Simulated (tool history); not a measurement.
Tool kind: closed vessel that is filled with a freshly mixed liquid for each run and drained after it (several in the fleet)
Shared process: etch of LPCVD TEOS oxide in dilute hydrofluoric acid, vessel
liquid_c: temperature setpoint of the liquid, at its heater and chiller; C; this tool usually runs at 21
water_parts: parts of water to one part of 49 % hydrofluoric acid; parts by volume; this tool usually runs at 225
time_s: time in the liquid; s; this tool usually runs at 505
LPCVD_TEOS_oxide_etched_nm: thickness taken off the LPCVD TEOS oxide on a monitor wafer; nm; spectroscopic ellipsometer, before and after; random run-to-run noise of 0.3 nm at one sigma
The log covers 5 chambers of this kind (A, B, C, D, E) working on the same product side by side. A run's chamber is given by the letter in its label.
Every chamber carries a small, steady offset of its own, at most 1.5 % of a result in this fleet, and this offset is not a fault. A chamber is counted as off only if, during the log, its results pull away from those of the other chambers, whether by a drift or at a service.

| run | day | liquid_c | water_parts | time_s | hours since the thermometer was replaced | hours since the hydrofluoric acid flow meter was replaced | read-back film thickness of the LPCVD TEOS oxide reference wafer, read on the same gauge (nm) | LPCVD_TEOS_oxide_etched_nm |
|---|---|---|---|---|---|---|---|---|
| 1E | 0.329 | 21 | 225 | 505 | 856.3 | 333.2 | 150.02 | 47.128 |
| 2B | 0.838 | 21 | 225 | 505 | 1090.2 | 914.1 | 149.99 | 46.697 |
| 3A | 1.25 | 21 | 225 | 505 | 143 | 156.4 | 150.02 | 47.013 |
| 4C | 1.721 | 21 | 225 | 505 | 839.1 | 68.8 | 150.01 | 46.638 |
| 5D | 2.017 | 21 | 270 | 505 | 470.2 | 1232.7 | 150 | 37.466 |
| 6D | 2.342 | 21 | 270 | 505 | 478 | 1240.5 | 150.01 | 37.473 |
| 7B | 2.633 | 21 | 270 | 505 | 1133.3 | 957.2 | 149.98 | 37.657 |
| 8A | 3.242 | 21 | 270 | 505 | 190.8 | 204.2 | 149.99 | 37.724 |
| 9E | 3.654 | 21 | 270 | 505 | 936.1 | 413 | 150 | 37.559 |
| 10C | 4.208 | 21 | 225 | 505 | 898.8 | 128.5 | 150 | 46.764 |
| 11D | 4.617 | 21 | 225 | 505 | 532.6 | 1295.1 | 150 | 46.031 |
| 12E | 5.079 | 21 | 225 | 505 | 970.3 | 447.2 | 150 | 47.115 |
| 13C | 5.667 | 21 | 225 | 505 | 933.8 | 163.5 | 149.99 | 46.732 |
| 14A | 6.138 | 21 | 225 | 505 | 260.3 | 273.7 | 150.01 | 47.356 |
| 15B | 6.538 | 24.5 | 225 | 260 | 1227 | 1050.9 | 150 | 27.807 |
| 16D | 7.125 | 24.5 | 225 | 260 | 592.8 | 1355.3 | 150 | 27.08 |
|  | 7.183 | chamber D: thermometer replaced |
| 17C | 7.596 | 24.5 | 225 | 260 | 980.1 | 209.8 | 150 | 27.622 |
| 18A | 8.017 | 24.5 | 225 | 260 | 305.4 | 318.8 | 149.98 | 27.779 |
| 19B | 8.65 | 24.5 | 225 | 260 | 1277.7 | 1101.6 | 149.98 | 27.475 |
| 20E | 9.067 | 21 | 225 | 505 | 1066 | 542.9 | 150 | 47.596 |
| 21A | 9.65 | 21 | 225 | 505 | 344.6 | 358 | 150.03 | 47.673 |
| 22D | 10.267 | 21 | 225 | 505 | 74 | 1430.7 | 150.01 | 46.809 |
| 23E | 10.8 | 21 | 225 | 505 | 1107.6 | 584.5 | 150.01 | 46.492 |
| 24B | 11.1 | 22.5 | 225 | 505 | 1336.5 | 1160.4 | 149.99 | 50.078 |
| 25C | 11.488 | 22.5 | 225 | 505 | 1073.5 | 303.2 | 149.99 | 49.778 |
| 26A | 11.783 | 22.5 | 225 | 505 | 395.8 | 409.2 | 150 | 49.8 |
| 27D | 12.208 | 22.5 | 225 | 505 | 120.6 | 1477.3 | 149.99 | 49.82 |
| 28E | 12.788 | 22.5 | 225 | 505 | 1155.3 | 632.2 | 150 | 50.283 |
| 29C | 13.067 | 21 | 225 | 505 | 1111.4 | 341.1 | 150.01 | 47.203 |
| 30B | 13.683 | 21 | 225 | 505 | 1398.5 | 1222.4 | 150 | 48.481 |
| 31A | 14.292 | 21 | 225 | 505 | 456 | 469.4 | 149.99 | 46.85 |
| 32B | 14.788 | 21 | 225 | 505 | 1425 | 1248.9 | 150 | 48.103 |
| 33C | 15.379 | 21 | 310 | 505 | 1166.9 | 396.6 | 150.01 | 31.413 |
| 34E | 15.95 | 21 | 310 | 505 | 1231.2 | 708.1 | 149.99 | 31.646 |
| 35D | 16.238 | 21 | 310 | 505 | 217.3 | 1574 | 150 | 31.112 |
| 36A | 16.738 | 21 | 310 | 505 | 514.7 | 528.1 | 150.01 | 31.406 |
| 37E | 17.362 | 21 | 310 | 505 | 1265.1 | 742 | 149.99 | 31.813 |
|  | 17.558 | chamber E: thermometer replaced |
| 38B | 17.667 | 21 | 225 | 505 | 1494.1 | 1318 | 150 | 49.185 |
| 39C | 18.058 | 21 | 225 | 505 | 1231.2 | 460.9 | 149.99 | 47.361 |
| 40D | 18.417 | 21 | 225 | 505 | 269.6 | 1626.3 | 150 | 46.233 |
| 41C | 18.788 | 21 | 225 | 505 | 1248.7 | 478.4 | 150 | 47.35 |
| 42E | 19.183 | 21 | 225 | 505 | 39 | 785.7 | 150 | 47.941 |
| 43A | 19.667 | 21 | 275 | 505 | 585 | 598.4 | 150 | 36.603 |
| 44B | 20.258 | 21 | 275 | 505 | 1556.3 | 1380.2 | 150.01 | 37.96 |

Is one chamber off against the others, does the gauge drift, or is nothing wrong? If a chamber is off, say which, and what the likeliest cause is.

It is chamber B that slowly wanders off from its peers.
Most likely cause: liquid hotter than its thermometer reads (K) = 1.4.
The log might look much the same if the cause were instead: hydrofluoric acid flow above the setpoint (%).

Below are 4 candidate recipes for chamber B's next run, each the usual settings with a change, their results shown as question marks. Which of them brings B's results back in line with what the other chambers give on the usual settings?
To be in line, a result may differ from the other chambers' mean on the usual settings by at most: LPCVD_TEOS_oxide_etched_nm 1.1 nm
| 45B-1 | 20.712 | 21 | 225 | 480 |  |  |  | ? |
| 45B-2 | 20.712 | 21 | 220 | 515 |  |  |  | ? |
| 45B-3 | 20.712 | 21 | 235 | 480 |  |  |  | ? |
| 45B-4 | 20.712 | 21 | 215 | 530 |  |  |  | ? |

The mean the other chambers reach with the usual settings: LPCVD_TEOS_oxide_etched_nm 47.025 nm
| run | LPCVD_TEOS_oxide_etched_nm |
|---|---|
| 45B-1 | 47.057 |
| 45B-2 | 51.914 |
| 45B-3 | 44.576 |
| 45B-4 | 54.965 |
45B-1 is the one that brings the chamber's results back in line with the other chambers.
